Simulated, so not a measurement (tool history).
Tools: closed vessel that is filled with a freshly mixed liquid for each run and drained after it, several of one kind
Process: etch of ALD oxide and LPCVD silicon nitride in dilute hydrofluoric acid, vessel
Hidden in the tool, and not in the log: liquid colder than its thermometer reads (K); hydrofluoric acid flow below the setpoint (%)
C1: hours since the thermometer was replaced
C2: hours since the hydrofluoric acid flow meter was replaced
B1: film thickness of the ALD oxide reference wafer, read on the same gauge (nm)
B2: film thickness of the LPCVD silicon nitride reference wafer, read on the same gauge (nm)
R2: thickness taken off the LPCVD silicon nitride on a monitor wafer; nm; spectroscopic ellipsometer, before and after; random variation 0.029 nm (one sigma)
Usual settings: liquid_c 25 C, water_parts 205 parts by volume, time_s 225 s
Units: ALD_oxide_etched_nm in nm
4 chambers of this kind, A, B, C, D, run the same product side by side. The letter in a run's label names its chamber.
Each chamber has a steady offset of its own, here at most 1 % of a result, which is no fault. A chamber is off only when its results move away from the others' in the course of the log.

run 1D hour=7.0 | liquid_c=25 water_parts=205 time_s=225 | C1=338.9 C2=1335.1 | B1=120.00 B2=90.005 | ALD_oxide_etched_nm=23.0360 R2=0.57962
run 2B hour=17.5 | liquid_c=25 water_parts=205 time_s=225 | C1=1345.2 C2=104.4 | B1=120.02 B2=90.018 | ALD_oxide_etched_nm=22.8440 R2=0.61396
run 3A hour=24.2 | liquid_c=25 water_parts=205 time_s=225 | C1=1330.2 C2=365.9 | B1=120.00 B2=90.002 | ALD_oxide_etched_nm=23.0270 R2=0.59510
run 4C hour=30.9 | liquid_c=25 water_parts=205 time_s=225 | C1=2615.1 C2=138.8 | B1=120.01 B2=90.000 | ALD_oxide_etched_nm=23.2040 R2=0.56938
run 5B hour=37.4 | liquid_c=25 water_parts=205 time_s=225 | C1=1365.1 C2=124.3 | B1=120.01 B2=90.028 | ALD_oxide_etched_nm=23.0670 R2=0.58699
run 6C hour=43.6 | liquid_c=25 water_parts=205 time_s=225 | C1=2627.8 C2=151.5 | B1=119.98 B2=89.954 | ALD_oxide_etched_nm=23.1630 R2=0.64213
-- hour=50.0 chamber C: thermometer replaced
-- hour=51.7 chamber D: hydrofluoric acid flow meter replaced
run 7D hour=52.6 | liquid_c=25 water_parts=205 time_s=225 | C1=384.5 C2=1.0 | B1=119.98 B2=89.975 | ALD_oxide_etched_nm=22.8580 R2=0.59408
run 8A hour=60.4 | liquid_c=25 water_parts=205 time_s=225 | C1=1366.4 C2=402.1 | B1=119.99 B2=89.999 | ALD_oxide_etched_nm=22.8940 R2=0.60586
run 9B hour=65.6 | liquid_c=25 water_parts=270 time_s=225 | C1=1393.3 C2=152.5 | B1=120.01 B2=89.940 | ALD_oxide_etched_nm=16.0660 R2=0.47090
run 10C hour=74.2 | liquid_c=25 water_parts=270 time_s=225 | C1=24.3 C2=182.1 | B1=119.97 B2=89.983 | ALD_oxide_etched_nm=16.4370 R2=0.46486
run 11A hour=81.1 | liquid_c=25 water_parts=270 time_s=225 | C1=1387.1 C2=422.8 | B1=120.00 B2=90.000 | ALD_oxide_etched_nm=16.1870 R2=0.44249
run 12D hour=86.9 | liquid_c=25 water_parts=270 time_s=225 | C1=418.8 C2=35.3 | B1=119.99 B2=90.008 | ALD_oxide_etched_nm=16.3490 R2=0.48177
run 13D hour=93.7 | liquid_c=25 water_parts=205 time_s=225 | C1=425.6 C2=42.1 | B1=120.03 B2=90.040 | ALD_oxide_etched_nm=22.9200 R2=0.64029
run 14A hour=99.9 | liquid_c=25 water_parts=205 time_s=225 | C1=1405.9 C2=441.6 | B1=120.01 B2=89.982 | ALD_oxide_etched_nm=22.5780 R2=0.55011
run 15B hour=107.8 | liquid_c=25 water_parts=205 time_s=295 | C1=1435.5 C2=194.7 | B1=120.00 B2=90.002 | ALD_oxide_etched_nm=29.8980 R2=0.68758
run 16C hour=118.5 | liquid_c=25 water_parts=205 time_s=295 | C1=68.6 C2=226.4 | B1=119.98 B2=90.068 | ALD_oxide_etched_nm=30.4110 R2=0.78026
run 17C hour=123.7 | liquid_c=25 water_parts=205 time_s=295 | C1=73.8 C2=231.6 | B1=120.00 B2=90.035 | ALD_oxide_etched_nm=30.2590 R2=0.78352
run 18D hour=128.7 | liquid_c=25 water_parts=205 time_s=295 | C1=460.6 C2=77.1 | B1=120.00 B2=90.046 | ALD_oxide_etched_nm=30.2950 R2=0.78080
run 19B hour=138.2 | liquid_c=25 water_parts=205 time_s=225 | C1=1465.9 C2=225.1 | B1=120.00 B2=89.971 | ALD_oxide_etched_nm=22.8300 R2=0.57551
run 20A hour=143.0 | liquid_c=25 water_parts=205 time_s=225 | C1=1449.0 C2=484.7 | B1=120.03 B2=90.019 | ALD_oxide_etched_nm=22.0300 R2=0.54992
run 21B hour=153.4 | liquid_c=20 water_parts=205 time_s=300 | C1=1481.1 C2=240.3 | B1=120.01 B2=90.037 | ALD_oxide_etched_nm=25.2140 R2=0.58757
run 22D hour=164.0 | liquid_c=20 water_parts=205 time_s=300 | C1=495.9 C2=112.4 | B1=119.99 B2=89.996 | ALD_oxide_etched_nm=25.2050 R2=0.53936
run 23A hour=174.8 | liquid_c=20 water_parts=205 time_s=300 | C1=1480.8 C2=516.5 | B1=119.98 B2=90.048 | ALD_oxide_etched_nm=23.9260 R2=0.53280
run 24C hour=180.5 | liquid_c=20 water_parts=205 time_s=300 | C1=130.6 C2=288.4 | B1=120.01 B2=89.997 | ALD_oxide_etched_nm=25.5430 R2=0.59043
run 25A hour=187.1 | liquid_c=25 water_parts=205 time_s=225 | C1=1493.1 C2=528.8 | B1=120.01 B2=90.014 | ALD_oxide_etched_nm=21.4920 R2=0.52780
run 26C hour=194.1 | liquid_c=25 water_parts=265 time_s=135 | C1=144.2 C2=302.0 | B1=119.98 B2=89.993 | ALD_oxide_etched_nm=9.9856 R2=0.27736

Is one chamber off against the others, does the gauge drift, or is nothing wrong? If a chamber is off, say which, and what the likeliest cause is.

Chamber A drifts away from the others.
Cause: liquid colder than its thermometer reads (K) = 1.89.

Here are 4 candidates for chamber A's next run, each the usual settings with a change, their results left as question marks. Which one brings its results back in line with what the others give on the usual settings?
In line means no further than this from the other chambers' mean on the usual settings: ALD_oxide_etched_nm 0.3800 nm; R2 0.10000 nm
run 27A-1 hour=202.0 | liquid_c=25.5 water_parts=210 time_s=235 | ALD_oxide_etched_nm=? R2=?
run 27A-2 hour=202.0 | liquid_c=24.5 water_parts=200 time_s=215 | ALD_oxide_etched_nm=? R2=?
run 27A-3 hour=202.0 | liquid_c=24.0 water_parts=200 time_s=210 | ALD_oxide_etched_nm=? R2=?
run 27A-4 hour=202.0 | liquid_c=26.0 water_parts=210 time_s=240 | ALD_oxide_etched_nm=? R2=?

The other chambers' mean on the usual settings: ALD_oxide_etched_nm 23.0200 nm; R2 0.58861 nm
run=27A-1 ALD_oxide_etched_nm=22.0520 R2=0.54790
run=27A-2 ALD_oxide_etched_nm=20.6180 R2=0.49356
run=27A-3 ALD_oxide_etched_nm=19.7710 R2=0.46715
run=27A-4 ALD_oxide_etched_nm=22.9310 R2=0.57713
27A-4 brings the chamber back in line.

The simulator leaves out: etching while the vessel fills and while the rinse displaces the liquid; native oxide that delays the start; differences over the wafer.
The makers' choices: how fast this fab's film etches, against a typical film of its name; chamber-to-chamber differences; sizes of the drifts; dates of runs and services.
